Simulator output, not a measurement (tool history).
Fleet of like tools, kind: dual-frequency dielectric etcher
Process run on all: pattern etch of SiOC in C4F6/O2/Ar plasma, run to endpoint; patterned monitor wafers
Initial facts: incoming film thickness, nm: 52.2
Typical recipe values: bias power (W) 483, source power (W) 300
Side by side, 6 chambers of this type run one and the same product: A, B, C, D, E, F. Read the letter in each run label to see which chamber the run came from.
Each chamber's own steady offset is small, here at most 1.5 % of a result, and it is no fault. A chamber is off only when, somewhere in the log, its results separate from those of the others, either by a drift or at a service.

run	day	bias power (W)	source power (W)	endpoint time (s)
1F	0.238	483	300	19.985
2E	0.500	483	300	20.009
3A	0.783	483	300	19.739
4C	1.142	483	300	19.997
5B	1.529	483	300	19.776
6D	1.779	588	320	17.910
7A	2.067	588	320	17.829
# day 2.079: chamber E: wet clean of the chamber
8F	2.267	588	320	17.984
9C	2.517	588	320	18.265
10B	2.788	588	320	17.777
11E	3.021	588	320	17.914
12D	3.208	412	300	21.320
13B	3.588	412	300	20.990
# day 3.925: chamber A: wet clean of the chamber
14E	4.017	412	300	20.962
15D	4.246	412	300	21.034
# day 4.383: chamber F: wet clean of the chamber
16A	4.458	412	300	20.930
# day 4.492: chamber D: wet clean of the chamber
17C	4.671	412	300	21.451
18F	4.992	483	300	20.512
19B	5.212	483	300	19.717
20A	5.596	483	300	19.651
21C	6.017	483	300	20.023
22D	6.371	551	270	19.555
23F	6.717	551	270	20.602
24E	6.958	551	270	19.723
25C	7.308	551	270	19.789
26A	7.662	551	270	19.615
27E	7.933	551	270	19.827
28F	8.133	483	300	20.596
29B	8.533	483	300	19.774
30D	8.842	483	300	19.873
31A	9.117	483	300	19.785
32B	9.417	572	340	17.450
33D	9.717	572	340	17.771
34E	9.962	572	340	17.830
35F	10.362	572	340	18.503
36C	10.667	572	340	18.129
37A	11.083	572	340	17.648
38D	11.483	483	300	19.815

Next, every chamber runs the same settings. What will each give?
39A	11.796	483	300	?
39B	11.796	483	300	?
39C	11.796	483	300	?
39D	11.796	483	300	?
39E	11.796	483	300	?
39F	11.796	483	300	?

run	endpoint time (s)
39A	19.823
39B	19.552
39C	20.166
39D	19.800
39E	19.893
39F	20.862

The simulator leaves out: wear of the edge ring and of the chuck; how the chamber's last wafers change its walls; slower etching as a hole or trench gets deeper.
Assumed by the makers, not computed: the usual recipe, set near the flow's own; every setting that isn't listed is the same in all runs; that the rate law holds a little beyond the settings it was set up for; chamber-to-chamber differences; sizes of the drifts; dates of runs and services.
